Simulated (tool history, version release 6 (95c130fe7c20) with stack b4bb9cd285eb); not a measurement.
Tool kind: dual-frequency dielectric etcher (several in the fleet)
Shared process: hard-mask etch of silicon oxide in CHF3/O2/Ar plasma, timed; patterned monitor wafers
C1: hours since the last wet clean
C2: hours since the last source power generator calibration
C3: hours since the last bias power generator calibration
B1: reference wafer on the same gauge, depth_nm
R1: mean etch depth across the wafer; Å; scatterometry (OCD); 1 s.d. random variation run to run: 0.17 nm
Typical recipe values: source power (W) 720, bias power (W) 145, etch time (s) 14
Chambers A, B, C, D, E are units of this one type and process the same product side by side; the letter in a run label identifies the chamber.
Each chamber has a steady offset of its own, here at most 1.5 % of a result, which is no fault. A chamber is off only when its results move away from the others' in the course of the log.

Run 1C, hour 6.4: usual settings; C1 362.2; C2 3215; C3 672; B1 26.47. Result: R1 273.79 Å.
Run 2E, hour 13.3: usual settings; C1 328.9; C2 980.9; C3 3137.4; B1 26.508. Result: R1 277.45 Å.
Run 3A, hour 20.8: usual settings; C1 164.9; C2 3381.6; C3 1215.7; B1 26.517. Result: R1 278.55 Å.
Run 4B, hour 26.7: usual settings; C1 267.9; C2 645.3; C3 2997.6; B1 26.533. Result: R1 273.71 Å.
Run 5D, hour 31: usual settings but bias power (W) 161, etch time (s) 16; C1 340.7; C2 1542.9; C3 171.1; B1 26.493. Result: R1 327.12 Å.
Run 6A, hour 36.1: usual settings but bias power (W) 161, etch time (s) 16; C1 180.2; C2 3396.9; C3 1231; B1 26.494. Result: R1 324.32 Å.
Run 7D, hour 42.4: usual settings but bias power (W) 161, etch time (s) 16; C1 352.1; C2 1554.3; C3 182.5; B1 26.478. Result: R1 328.74 Å.
Run 8E, hour 46.7: usual settings but bias power (W) 161, etch time (s) 16; C1 362.3; C2 1014.3; C3 3170.8; B1 26.477. Result: R1 330.13 Å.
Run 9B, hour 53.3: usual settings but bias power (W) 161, etch time (s) 16; C1 294.5; C2 671.9; C3 3024.2; B1 26.457. Result: R1 322.76 Å.
Run 10C, hour 59.3: usual settings; C1 415.1; C2 3267.9; C3 724.9; B1 26.509. Result: R1 276.88 Å.
Run 11E, hour 64.9: usual settings; C1 380.5; C2 1032.5; C3 3189; B1 26.516. Result: R1 279.59 Å.
Run 12D, hour 71: usual settings; C1 380.7; C2 1582.9; C3 211.1; B1 26.469. Result: R1 277.69 Å.
Run 13B, hour 75.9: usual settings but etch time (s) 17; C1 317.1; C2 694.5; C3 3046.8; B1 26.478. Result: R1 327.51 Å.
Run 14A, hour 81.2: usual settings but etch time (s) 17; C1 225.3; C2 3442; C3 1276.1; B1 26.503. Result: R1 333.77 Å.
Run 15C, hour 87.4: usual settings but etch time (s) 17; C1 443.2; C2 3296; C3 753; B1 26.504. Result: R1 334.33 Å.
Run 16B, hour 94.9: usual settings but etch time (s) 17; C1 336.1; C2 713.5; C3 3065.8; B1 26.491. Result: R1 330.11 Å.
Run 17A, hour 98.5: usual settings but etch time (s) 17; C1 242.6; C2 3459.3; C3 1293.4; B1 26.462. Result: R1 334.37 Å.
Run 18E, hour 105.9: usual settings; C1 421.5; C2 1073.5; C3 3230; B1 26.506. Result: R1 278.48 Å.
At hour 108.5: chamber E: bias power generator calibrated.
Run 19C, hour 110.8: usual settings; C1 466.6; C2 3319.4; C3 776.4; B1 26.526. Result: R1 274.31 Å.
Run 20D, hour 114.2: usual settings; C1 423.9; C2 1626.1; C3 254.3; B1 26.481. Result: R1 278.82 Å.
At hour 114.5: chamber E: wet clean of the chamber.
Run 21B, hour 119.8: usual settings; C1 361; C2 738.4; C3 3090.7; B1 26.443. Result: R1 266.42 Å.
Run 22E, hour 125.2: usual settings; C1 10.8; C2 1092.8; C3 16.8; B1 26.512. Result: R1 278.69 Å.
Run 23A, hour 130.1: usual settings; C1 274.2; C2 3490.9; C3 1325; B1 26.456. Result: R1 274.77 Å.
Run 24C, hour 136.3: usual settings but bias power (W) 177, etch time (s) 17.5; C1 492.1; C2 3344.9; C3 801.9; B1 26.478. Result: R1 368.41 Å.
Run 25D, hour 142.7: usual settings but bias power (W) 177, etch time (s) 17.5; C1 452.4; C2 1654.6; C3 282.8; B1 26.539. Result: R1 370.18 Å.
At hour 144.4: chamber C: wet clean of the chamber.
Run 26A, hour 146.3: usual settings but bias power (W) 177, etch time (s) 17.5; C1 290.4; C2 3507.1; C3 1341.2; B1 26.501. Result: R1 367.36 Å.
Run 27E, hour 152.3: usual settings but bias power (W) 177, etch time (s) 17.5; C1 37.9; C2 1119.9; C3 43.9; B1 26.497. Result: R1 366.61 Å.
Run 28C, hour 156.6: usual settings but bias power (W) 177, etch time (s) 17.5; C1 12.3; C2 3365.2; C3 822.2; B1 26.507. Result: R1 364.61 Å.
Run 29D, hour 160.8: usual settings; C1 470.5; C2 1672.7; C3 300.9; B1 26.514. Result: R1 279.85 Å.
Run 30B, hour 166.6: usual settings; C1 407.8; C2 785.2; C3 3137.5; B1 26.507. Result: R1 265.83 Å.

The same settings go to every chamber for the next run, one line per chamber below. Forecast the results for each:
Run 31A, hour 172: usual settings. Result: R1 ?.
Run 31B, hour 172: usual settings. Result: R1 ?.
Run 31C, hour 172: usual settings. Result: R1 ?.
Run 31D, hour 172: usual settings. Result: R1 ?.
Run 31E, hour 172: usual settings. Result: R1 ?.

run      R1
31A  275.88
31B  264.76
31C  274.63
31D  278.12
31E  278.49
